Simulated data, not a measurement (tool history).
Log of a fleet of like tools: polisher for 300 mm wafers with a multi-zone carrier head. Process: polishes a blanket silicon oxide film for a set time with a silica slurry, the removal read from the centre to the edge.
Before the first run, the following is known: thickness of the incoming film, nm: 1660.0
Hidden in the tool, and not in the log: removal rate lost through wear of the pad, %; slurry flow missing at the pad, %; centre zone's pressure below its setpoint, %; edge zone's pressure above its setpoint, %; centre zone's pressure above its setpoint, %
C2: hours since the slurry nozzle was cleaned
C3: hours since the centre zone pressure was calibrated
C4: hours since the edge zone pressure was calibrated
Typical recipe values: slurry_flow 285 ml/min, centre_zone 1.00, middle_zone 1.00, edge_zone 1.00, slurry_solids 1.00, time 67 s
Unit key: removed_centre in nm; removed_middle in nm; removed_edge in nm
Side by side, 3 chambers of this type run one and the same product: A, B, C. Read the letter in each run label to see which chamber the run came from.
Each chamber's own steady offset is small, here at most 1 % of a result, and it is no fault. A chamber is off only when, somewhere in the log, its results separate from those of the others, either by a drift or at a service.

{"hour": 0.4, "done": "chamber C: slurry nozzle cleaned"}
{"hour": 7.2, "done": "chamber C: worn pad replaced by a new one"}
{"run": "1B", "hour": 7.5, "slurry_flow": 285, "centre_zone": 1.0, "middle_zone": 1.0, "edge_zone": 1.0, "slurry_solids": 1.0, "time": 67, "wafers polished on this pad": 521, "C2": 384.9, "C3": 23.4, "C4": 601.8, "removed_centre": 178.14, "removed_middle": 178.56, "removed_edge": 182.34}
{"run": "2A", "hour": 11.9, "slurry_flow": 285, "centre_zone": 1.0, "middle_zone": 1.0, "edge_zone": 1.0, "slurry_solids": 1.0, "time": 67, "wafers polished on this pad": 684, "C2": 655.9, "C3": 1192.7, "C4": 1051.3, "removed_centre": 182.12, "removed_middle": 181.68, "removed_edge": 181.22}
{"run": "3C", "hour": 21.2, "slurry_flow": 285, "centre_zone": 1.0, "middle_zone": 1.0, "edge_zone": 1.0, "slurry_solids": 1.0, "time": 67, "wafers polished on this pad": 137, "C2": 20.8, "C3": 974.3, "C4": 456.7, "removed_centre": 179.63, "removed_middle": 178.81, "removed_edge": 180.8}
{"hour": 22.9, "done": "chamber A: worn pad replaced by a new one"}
{"run": "4A", "hour": 28.5, "slurry_flow": 285, "centre_zone": 1.0, "middle_zone": 1.0, "edge_zone": 1.0, "slurry_solids": 1.0, "time": 67, "wafers polished on this pad": 55, "C2": 672.5, "C3": 1209.3, "C4": 1067.9, "removed_centre": 183.66, "removed_middle": 180.89, "removed_edge": 180.28}
{"run": "5B", "hour": 37.5, "slurry_flow": 285, "centre_zone": 1.0, "middle_zone": 1.0, "edge_zone": 1.0, "slurry_solids": 1.0, "time": 67, "wafers polished on this pad": 815, "C2": 414.9, "C3": 53.4, "C4": 631.8, "removed_centre": 185.23, "removed_middle": 182.4, "removed_edge": 178.77}
{"run": "6C", "hour": 45.7, "slurry_flow": 285, "centre_zone": 1.0, "middle_zone": 1.0, "edge_zone": 1.0, "slurry_solids": 1.0, "time": 67, "wafers polished on this pad": 377, "C2": 45.3, "C3": 998.8, "C4": 481.2, "removed_centre": 183.95, "removed_middle": 176.59, "removed_edge": 181.72}
{"run": "7B", "hour": 50.6, "slurry_flow": 285, "centre_zone": 1.0, "middle_zone": 1.0, "edge_zone": 1.0, "slurry_solids": 1.0, "time": 67, "wafers polished on this pad": 943, "C2": 428.0, "C3": 66.5, "C4": 644.9, "removed_centre": 180.48, "removed_middle": 183.39, "removed_edge": 184.15}
{"hour": 54.5, "done": "chamber B: worn pad replaced by a new one"}
{"run": "8C", "hour": 60.2, "slurry_flow": 285, "centre_zone": 1.0, "middle_zone": 1.0, "edge_zone": 1.0, "slurry_solids": 1.0, "time": 67, "wafers polished on this pad": 519, "C2": 59.8, "C3": 1013.3, "C4": 495.7, "removed_centre": 182.48, "removed_middle": 179.26, "removed_edge": 182.41}
{"run": "9A", "hour": 64.9, "slurry_flow": 285, "centre_zone": 1.0, "middle_zone": 1.0, "edge_zone": 1.0, "slurry_solids": 1.0, "time": 67, "wafers polished on this pad": 412, "C2": 708.9, "C3": 1245.7, "C4": 1104.3, "removed_centre": 177.42, "removed_middle": 181.58, "removed_edge": 179.2}
{"hour": 66.4, "done": "chamber B: slurry nozzle cleaned"}
{"run": "10C", "hour": 71.4, "slurry_flow": 285, "centre_zone": 1.0, "middle_zone": 1.0, "edge_zone": 1.0, "slurry_solids": 1.0, "time": 67, "wafers polished on this pad": 629, "C2": 71.0, "C3": 1024.5, "C4": 506.9, "removed_centre": 179.49, "removed_middle": 179.92, "removed_edge": 181.83}
{"hour": 74.0, "done": "chamber A: edge zone pressure recalibrated"}
{"run": "11A", "hour": 77.8, "slurry_flow": 285, "centre_zone": 1.0, "middle_zone": 1.0, "edge_zone": 1.0, "slurry_solids": 1.0, "time": 67, "wafers polished on this pad": 538, "C2": 721.8, "C3": 1258.6, "C4": 3.9, "removed_centre": 179.3, "removed_middle": 180.61, "removed_edge": 178.81}
{"run": "12B", "hour": 87.0, "slurry_flow": 285, "centre_zone": 1.0, "middle_zone": 1.0, "edge_zone": 1.0, "slurry_solids": 1.0, "time": 67, "wafers polished on this pad": 318, "C2": 20.6, "C3": 102.9, "C4": 681.3, "removed_centre": 181.95, "removed_middle": 181.39, "removed_edge": 179.92}
{"run": "13C", "hour": 92.7, "slurry_flow": 285, "centre_zone": 1.0, "middle_zone": 1.0, "edge_zone": 1.0, "slurry_solids": 1.0, "time": 67, "wafers polished on this pad": 837, "C2": 92.3, "C3": 1045.8, "C4": 528.2, "removed_centre": 182.37, "removed_middle": 178.38, "removed_edge": 182.11}
{"run": "14B", "hour": 97.7, "slurry_flow": 285, "centre_zone": 1.0, "middle_zone": 1.0, "edge_zone": 1.0, "slurry_solids": 1.0, "time": 67, "wafers polished on this pad": 423, "C2": 31.3, "C3": 113.6, "C4": 692.0, "removed_centre": 182.03, "removed_middle": 180.54, "removed_edge": 184.81}
{"hour": 99.5, "done": "chamber A: centre zone pressure recalibrated"}
{"hour": 105.1, "done": "chamber A: worn pad replaced by a new one"}
{"run": "15A", "hour": 106.4, "slurry_flow": 285, "centre_zone": 1.0, "middle_zone": 1.0, "edge_zone": 1.0, "slurry_solids": 1.0, "time": 67, "wafers polished on this pad": 13, "C2": 750.4, "C3": 6.9, "C4": 32.5, "removed_centre": 161.05, "removed_middle": 179.51, "removed_edge": 181.39}
{"run": "16B", "hour": 111.2, "slurry_flow": 285, "centre_zone": 1.0, "middle_zone": 1.0, "edge_zone": 1.0, "slurry_solids": 1.0, "time": 67, "wafers polished on this pad": 555, "C2": 44.8, "C3": 127.1, "C4": 705.5, "removed_centre": 181.26, "removed_middle": 181.28, "removed_edge": 184.31}
{"run": "17A", "hour": 116.4, "slurry_flow": 285, "centre_zone": 1.0, "middle_zone": 1.0, "edge_zone": 1.0, "slurry_solids": 1.0, "time": 67, "wafers polished on this pad": 111, "C2": 760.4, "C3": 16.9, "C4": 42.5, "removed_centre": 161.15, "removed_middle": 180.19, "removed_edge": 181.23}
{"run": "18C", "hour": 120.6, "slurry_flow": 285, "centre_zone": 1.0, "middle_zone": 1.0, "edge_zone": 1.0, "slurry_solids": 1.0, "time": 67, "wafers polished on this pad": 1110, "C2": 120.2, "C3": 1073.7, "C4": 556.1, "removed_centre": 183.51, "removed_middle": 178.91, "removed_edge": 181.52}
{"hour": 123.9, "done": "chamber A: slurry nozzle cleaned"}
{"hour": 127.4, "done": "chamber C: worn pad replaced by a new one"}
{"run": "19A", "hour": 129.4, "slurry_flow": 285, "centre_zone": 1.0, "middle_zone": 1.0, "edge_zone": 1.0, "slurry_solids": 1.0, "time": 67, "wafers polished on this pad": 238, "C2": 5.6, "C3": 29.9, "C4": 55.5, "removed_centre": 162.55, "removed_middle": 179.51, "removed_edge": 179.55}
{"run": "20B", "hour": 134.9, "slurry_flow": 285, "centre_zone": 1.0, "middle_zone": 0.91, "edge_zone": 1.0, "slurry_solids": 1.15, "time": 67, "wafers polished on this pad": 787, "C2": 68.5, "C3": 150.8, "C4": 729.2, "removed_centre": 196.68, "removed_middle": 175.98, "removed_edge": 198.1}
{"run": "21C", "hour": 141.9, "slurry_flow": 285, "centre_zone": 1.0, "middle_zone": 0.91, "edge_zone": 1.0, "slurry_solids": 1.15, "time": 67, "wafers polished on this pad": 142, "C2": 141.5, "C3": 1095.0, "C4": 577.4, "removed_centre": 194.67, "removed_middle": 177.23, "removed_edge": 193.68}
{"run": "22A", "hour": 149.1, "slurry_flow": 285, "centre_zone": 1.0, "middle_zone": 0.91, "edge_zone": 1.0, "slurry_solids": 1.15, "time": 67, "wafers polished on this pad": 431, "C2": 25.3, "C3": 49.6, "C4": 75.2, "removed_centre": 170.43, "removed_middle": 173.33, "removed_edge": 192.88}
{"run": "23C", "hour": 157.0, "slurry_flow": 285, "centre_zone": 1.0, "middle_zone": 1.0, "edge_zone": 0.89, "slurry_solids": 1.0, "time": 67, "wafers polished on this pad": 290, "C2": 156.6, "C3": 1110.1, "C4": 592.5, "removed_centre": 183.81, "removed_middle": 180.83, "removed_edge": 171.2}
{"run": "24B", "hour": 161.9, "slurry_flow": 285, "centre_zone": 1.0, "middle_zone": 1.0, "edge_zone": 0.89, "slurry_solids": 1.0, "time": 67, "wafers polished on this pad": 1051, "C2": 95.5, "C3": 177.8, "C4": 756.2, "removed_centre": 182.11, "removed_middle": 180.73, "removed_edge": 170.69}
{"hour": 165.5, "done": "chamber B: worn pad replaced by a new one"}
{"run": "25A", "hour": 167.7, "slurry_flow": 285, "centre_zone": 1.0, "middle_zone": 1.0, "edge_zone": 0.89, "slurry_solids": 1.0, "time": 67, "wafers polished on this pad": 613, "C2": 43.9, "C3": 68.2, "C4": 93.8, "removed_centre": 161.94, "removed_middle": 179.32, "removed_edge": 173.16}
{"hour": 171.4, "done": "chamber C: centre zone pressure recalibrated"}
{"run": "26C", "hour": 175.3, "slurry_flow": 285, "centre_zone": 0.94, "middle_zone": 1.0, "edge_zone": 1.0, "slurry_solids": 1.0, "time": 67, "wafers polished on this pad": 469, "C2": 174.9, "C3": 3.9, "C4": 610.8, "removed_centre": 171.9, "removed_middle": 176.32, "removed_edge": 182.94}
{"run": "27B", "hour": 180.5, "slurry_flow": 285, "centre_zone": 0.94, "middle_zone": 1.0, "edge_zone": 1.0, "slurry_solids": 1.0, "time": 67, "wafers polished on this pad": 147, "C2": 114.1, "C3": 196.4, "C4": 774.8, "removed_centre": 167.94, "removed_middle": 181.69, "removed_edge": 181.12}
{"run": "28C", "hour": 188.6, "slurry_flow": 285, "centre_zone": 0.94, "middle_zone": 1.0, "edge_zone": 1.0, "slurry_solids": 1.0, "time": 67, "wafers polished on this pad": 599, "C2": 188.2, "C3": 17.2, "C4": 624.1, "removed_centre": 170.71, "removed_middle": 180.29, "removed_edge": 178.07}
{"run": "29B", "hour": 195.0, "slurry_flow": 285, "centre_zone": 1.0, "middle_zone": 1.0, "edge_zone": 1.0, "slurry_solids": 1.0, "time": 67, "wafers polished on this pad": 289, "C2": 128.6, "C3": 210.9, "C4": 789.3, "removed_centre": 178.3, "removed_middle": 182.75, "removed_edge": 179.86}
{"hour": 200.7, "done": "chamber A: worn pad replaced by a new one"}
{"run": "30A", "hour": 202.0, "slurry_flow": 285, "centre_zone": 1.0, "middle_zone": 1.0, "edge_zone": 1.0, "slurry_solids": 1.0, "time": 67, "wafers polished on this pad": 13, "C2": 78.2, "C3": 102.5, "C4": 128.1, "removed_centre": 162.01, "removed_middle": 180.6, "removed_edge": 179.9}
{"run": "31A", "hour": 208.0, "slurry_flow": 285, "centre_zone": 1.0, "middle_zone": 1.0, "edge_zone": 1.0, "slurry_solids": 1.0, "time": 67, "wafers polished on this pad": 71, "C2": 84.2, "C3": 108.5, "C4": 134.1, "removed_centre": 159.66, "removed_middle": 179.09, "removed_edge": 181.38}

All chambers now run identical settings, listed one chamber a line with results as question marks. What results will each chamber show?
{"run": "32A", "hour": 215.0, "slurry_flow": 285, "centre_zone": 1.0, "middle_zone": 1.0, "edge_zone": 1.0, "slurry_solids": 1.0, "time": 67, "removed_centre": "?", "removed_middle": "?", "removed_edge": "?"}
{"run": "32B", "hour": 215.0, "slurry_flow": 285, "centre_zone": 1.0, "middle_zone": 1.0, "edge_zone": 1.0, "slurry_solids": 1.0, "time": 67, "removed_centre": "?", "removed_middle": "?", "removed_edge": "?"}
{"run": "32C", "hour": 215.0, "slurry_flow": 285, "centre_zone": 1.0, "middle_zone": 1.0, "edge_zone": 1.0, "slurry_solids": 1.0, "time": 67, "removed_centre": "?", "removed_middle": "?", "removed_edge": "?"}

run=32A removed_centre=161.32 removed_middle=179.54 removed_edge=180.39
run=32B removed_centre=179.90 removed_middle=182.45 removed_edge=183.45
run=32C removed_centre=181.13 removed_middle=179.49 removed_edge=185.09
